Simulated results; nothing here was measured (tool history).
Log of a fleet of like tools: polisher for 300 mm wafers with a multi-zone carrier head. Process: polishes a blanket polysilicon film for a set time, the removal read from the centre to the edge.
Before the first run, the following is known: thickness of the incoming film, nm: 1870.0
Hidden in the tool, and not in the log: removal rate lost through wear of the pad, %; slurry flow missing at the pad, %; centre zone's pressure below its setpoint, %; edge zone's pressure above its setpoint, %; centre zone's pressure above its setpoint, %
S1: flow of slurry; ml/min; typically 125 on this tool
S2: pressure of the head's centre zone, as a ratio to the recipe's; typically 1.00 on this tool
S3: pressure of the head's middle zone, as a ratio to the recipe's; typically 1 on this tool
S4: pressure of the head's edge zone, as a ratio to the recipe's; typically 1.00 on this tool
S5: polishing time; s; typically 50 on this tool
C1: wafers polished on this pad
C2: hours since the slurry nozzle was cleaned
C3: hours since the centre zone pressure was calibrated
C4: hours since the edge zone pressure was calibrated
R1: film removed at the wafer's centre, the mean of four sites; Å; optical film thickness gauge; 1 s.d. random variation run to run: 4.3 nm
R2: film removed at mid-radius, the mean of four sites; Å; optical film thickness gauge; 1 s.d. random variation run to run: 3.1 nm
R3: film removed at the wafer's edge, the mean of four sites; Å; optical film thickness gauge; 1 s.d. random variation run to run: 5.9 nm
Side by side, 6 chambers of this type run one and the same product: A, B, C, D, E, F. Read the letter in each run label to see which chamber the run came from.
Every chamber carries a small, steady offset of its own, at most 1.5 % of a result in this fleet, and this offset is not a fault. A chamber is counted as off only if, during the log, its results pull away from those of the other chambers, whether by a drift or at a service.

run 1F hour=6.7 | S1=125 S2=1.00 S3=1 S4=1.00 S5=50 | C1=564 C2=195.5 C3=285.3 C4=358.7 | R1=5118.4 R2=5201.4 R3=5191.9
run 2A hour=12.1 | S1=125 S2=1.00 S3=1 S4=1.00 S5=50 | C1=437 C2=17.4 C3=492.6 C4=349.9 | R1=5228.6 R2=5149.7 R3=5238.4
run 3C hour=17.3 | S1=125 S2=1.00 S3=1 S4=1.00 S5=50 | C1=343 C2=169.7 C3=387.0 C4=490.0 | R1=5172.7 R2=5175.8 R3=5171.1
run 4D hour=21.1 | S1=125 S2=1.00 S3=1 S4=1.00 S5=50 | C1=1533 C2=338.3 C3=963.8 C4=682.7 | R1=5084.6 R2=5217.3 R3=5203.2
run 5B hour=27.1 | S1=125 S2=1.00 S3=1 S4=1.00 S5=50 | C1=345 C2=180.4 C3=188.7 C4=40.4 | R1=5189.1 R2=5253.6 R3=5244.8
-- hour=28.8 chamber D: worn pad replaced by a new one
run 6E hour=32.2 | S1=125 S2=1.00 S3=1 S4=1.00 S5=50 | C1=522 C2=38.9 C3=914.1 C4=790.2 | R1=5162.1 R2=5243.8 R3=5249.6
-- hour=36.4 chamber F: slurry nozzle cleaned
run 7B hour=36.8 | S1=125 S2=0.90 S3=1 S4=0.93 S5=50 | C1=423 C2=190.1 C3=198.4 C4=50.1 | R1=4635.7 R2=5226.6 R3=5005.3
run 8C hour=43.6 | S1=125 S2=0.90 S3=1 S4=0.93 S5=50 | C1=553 C2=196.0 C3=413.3 C4=516.3 | R1=4624.7 R2=5204.9 R3=4928.1
-- hour=45.9 chamber E: worn pad replaced by a new one
run 9D hour=49.8 | S1=125 S2=0.90 S3=1 S4=0.93 S5=50 | C1=168 C2=367.0 C3=992.5 C4=711.4 | R1=4641.9 R2=5186.3 R3=5074.8
-- hour=52.0 chamber F: edge zone pressure recalibrated
run 10A hour=55.6 | S1=125 S2=0.90 S3=1 S4=0.93 S5=50 | C1=784 C2=60.9 C3=536.1 C4=393.4 | R1=4628.3 R2=5112.3 R3=5065.6
run 11F hour=61.0 | S1=125 S2=0.90 S3=1 S4=0.93 S5=50 | C1=997 C2=24.6 C3=339.6 C4=9.0 | R1=4637.7 R2=5249.3 R3=5034.3
run 12E hour=67.2 | S1=125 S2=0.90 S3=1 S4=0.93 S5=50 | C1=169 C2=73.9 C3=949.1 C4=825.2 | R1=4619.8 R2=5280.1 R3=5137.1
run 13A hour=73.5 | S1=125 S2=1.00 S3=1 S4=1.00 S5=50 | C1=926 C2=78.8 C3=554.0 C4=411.3 | R1=5226.1 R2=5174.9 R3=5121.9
run 14E hour=76.9 | S1=125 S2=1.00 S3=1 S4=1.00 S5=50 | C1=247 C2=83.6 C3=958.8 C4=834.9 | R1=5152.6 R2=5224.9 R3=5187.5
-- hour=77.2 chamber A: centre zone pressure recalibrated
run 15B hour=83.2 | S1=125 S2=1.00 S3=1 S4=1.00 S5=50 | C1=792 C2=236.5 C3=244.8 C4=96.5 | R1=5210.4 R2=5213.5 R3=5196.8
-- hour=85.2 chamber C: slurry nozzle cleaned
-- hour=86.8 chamber B: worn pad replaced by a new one
run 16C hour=88.8 | S1=125 S2=1.00 S3=1 S4=1.00 S5=50 | C1=913 C2=3.7 C3=458.5 C4=561.5 | R1=5153.7 R2=5202.4 R3=5205.5
run 17F hour=95.7 | S1=125 S2=1.00 S3=1 S4=1.00 S5=50 | C1=1273 C2=59.3 C3=374.3 C4=43.7 | R1=5116.7 R2=5240.1 R3=5259.3
run 18D hour=102.7 | S1=125 S2=1.00 S3=1 S4=1.00 S5=50 | C1=589 C2=419.9 C3=1045.4 C4=764.3 | R1=5127.3 R2=5158.5 R3=5204.4
run 19F hour=109.1 | S1=125 S2=1.00 S3=1 S4=1.00 S5=50 | C1=1380 C2=72.7 C3=387.7 C4=57.1 | R1=5069.5 R2=5240.6 R3=5216.5
-- hour=111.9 chamber A: worn pad replaced by a new one
run 20D hour=115.5 | S1=125 S2=1.00 S3=1 S4=1.00 S5=50 | C1=691 C2=432.7 C3=1058.2 C4=777.1 | R1=5172.9 R2=5226.9 R3=5245.9
run 21B hour=119.6 | S1=125 S2=1.00 S3=1 S4=1.00 S5=50 | C1=261 C2=272.9 C3=281.2 C4=132.9 | R1=5233.0 R2=5202.4 R3=5169.6
run 22E hour=123.3 | S1=125 S2=1.00 S3=1 S4=1.00 S5=50 | C1=617 C2=130.0 C3=1005.2 C4=881.3 | R1=5066.3 R2=5229.9 R3=5151.8
-- hour=124.6 chamber F: worn pad replaced by a new one
run 23A hour=129.5 | S1=125 S2=1.08 S3=1 S4=1.00 S5=45 | C1=140 C2=134.8 C3=52.3 C4=467.3 | R1=4600.7 R2=4616.0 R3=4738.2
-- hour=130.7 chamber E: worn pad replaced by a new one
-- hour=134.3 chamber B: centre zone pressure recalibrated
run 24C hour=135.7 | S1=125 S2=1.08 S3=1 S4=1.00 S5=45 | C1=1287 C2=50.6 C3=505.4 C4=608.4 | R1=5118.3 R2=4659.8 R3=4774.1
run 25E hour=140.8 | S1=125 S2=1.08 S3=1 S4=1.00 S5=45 | C1=80 C2=147.5 C3=1022.7 C4=898.8 | R1=4936.1 R2=4700.0 R3=4649.4
run 26D hour=145.9 | S1=125 S2=1.08 S3=1 S4=1.00 S5=45 | C1=933 C2=463.1 C3=1088.6 C4=807.5 | R1=5004.3 R2=4709.1 R3=4689.1
run 27F hour=149.6 | S1=125 S2=1.08 S3=1 S4=1.00 S5=45 | C1=199 C2=113.2 C3=428.2 C4=97.6 | R1=5073.6 R2=4678.5 R3=4676.7
-- hour=149.8 chamber C: edge zone pressure recalibrated
run 28C hour=155.6 | S1=125 S2=1.08 S3=1 S4=1.00 S5=45 | C1=1445 C2=70.5 C3=525.3 C4=5.8 | R1=5026.0 R2=4656.3 R3=4691.1
-- hour=161.4 chamber C: worn pad replaced by a new one
run 29A hour=161.4 | S1=125 S2=1.00 S3=1 S4=1.00 S5=50 | C1=394 C2=166.7 C3=84.2 C4=499.2 | R1=4628.8 R2=5185.5 R3=5268.7
run 30B hour=166.2 | S1=125 S2=1.00 S3=1 S4=1.00 S5=50 | C1=633 C2=319.5 C3=31.9 C4=179.5 | R1=5217.9 R2=5246.7 R3=5156.1
-- hour=170.8 chamber D: centre zone pressure recalibrated
run 31F hour=172.6 | S1=105 S2=1.00 S3=1 S4=1.00 S5=44 | C1=383 C2=136.2 C3=451.2 C4=120.6 | R1=4318.4 R2=4369.5 R3=4356.0
-- hour=178.3 chamber B: worn pad replaced by a new one
run 32E hour=179.1 | S1=105 S2=1.00 S3=1 S4=1.00 S5=44 | C1=385 C2=185.8 C3=1061.0 C4=937.1 | R1=4280.9 R2=4435.0 R3=4477.2
run 33D hour=182.7 | S1=105 S2=1.00 S3=1 S4=1.00 S5=44 | C1=1227 C2=499.9 C3=12.0 C4=844.3 | R1=4321.1 R2=4383.4 R3=4541.5
-- hour=184.3 chamber E: slurry nozzle cleaned
run 34A hour=186.9 | S1=105 S2=1.00 S3=1 S4=1.00 S5=44 | C1=597 C2=192.2 C3=109.7 C4=524.7 | R1=3890.2 R2=4320.2 R3=4465.5
run 35C hour=190.6 | S1=105 S2=1.00 S3=1 S4=1.00 S5=44 | C1=233 C2=105.5 C3=560.3 C4=40.8 | R1=4266.6 R2=4350.4 R3=4308.3
run 36B hour=197.7 | S1=105 S2=1.00 S3=1 S4=1.00 S5=44 | C1=154 C2=351.0 C3=63.4 C4=211.0 | R1=4355.3 R2=4403.6 R3=4460.4
run 37B hour=203.0 | S1=125 S2=1.00 S3=1 S4=1.00 S5=50 | C1=197 C2=356.3 C3=68.7 C4=216.3 | R1=5140.0 R2=5210.1 R3=5209.3
run 38F hour=206.5 | S1=125 S2=1.00 S3=1 S4=1.00 S5=50 | C1=653 C2=170.1 C3=485.1 C4=154.5 | R1=5171.5 R2=5128.0 R3=5283.9
-- hour=210.4 chamber E: worn pad replaced by a new one
-- hour=211.0 chamber E: centre zone pressure recalibrated
run 39A hour=211.2 | S1=125 S2=1.00 S3=1 S4=1.00 S5=50 | C1=791 C2=216.5 C3=134.0 C4=549.0 | R1=4694.5 R2=5056.4 R3=5078.5
run 40C hour=218.0 | S1=125 S2=1.00 S3=1 S4=1.00 S5=50 | C1=451 C2=132.9 C3=587.7 C4=68.2 | R1=5173.9 R2=5197.5 R3=5216.8
run 41E hour=223.2 | S1=125 S2=1.00 S3=1 S4=1.00 S5=50 | C1=102 C2=39.0 C3=12.2 C4=981.2 | R1=5108.8 R2=5203.5 R3=5202.5

Is one chamber out of step, is the gauge drifting, or do the chambers differ by no more than their own small offsets? For an off chamber, give its letter and the likeliest cause.

After it was serviced, chamber A no longer matches the other chambers.
Most likely cause: centre zone's pressure below its setpoint, % = 9.66.

Which of the 4 candidates below, each the usual settings with something changed and its results left as question marks, puts chamber A back in line with what the other chambers give on the usual settings?
Counts as in line when no further than this from what the other chambers average on the usual settings: R1 150.0 Å; R2 110.0 Å; R3 200.0 Å
run 42A-1 hour=228.3 | S1=115 S2=0.93 S3=1.00 S4=1.03 S5=50 | R1=? R2=? R3=?
run 42A-2 hour=228.3 | S1=120 S2=0.96 S3=1.00 S4=1.01 S5=50 | R1=? R2=? R3=?
run 42A-3 hour=228.3 | S1=135 S2=1.08 S3=0.99 S4=0.97 S5=50 | R1=? R2=? R3=?
run 42A-4 hour=228.3 | S1=130 S2=1.04 S3=1.00 S4=0.99 S5=50 | R1=? R2=? R3=?

On the usual settings, the other chambers give on average: R1 5161.5 Å; R2 5210.3 Å; R3 5200.2 Å
run=42A-1 R1=4199.3 R2=5053.5 R3=5209.7
run=42A-2 R1=4404.4 R2=5106.1 R3=5192.9
run=42A-3 R1=5177.6 R2=5193.3 R3=5180.5
run=42A-4 R1=4919.3 R2=5199.9 R3=5205.3
42A-3 puts the chamber back in line with the other chambers.

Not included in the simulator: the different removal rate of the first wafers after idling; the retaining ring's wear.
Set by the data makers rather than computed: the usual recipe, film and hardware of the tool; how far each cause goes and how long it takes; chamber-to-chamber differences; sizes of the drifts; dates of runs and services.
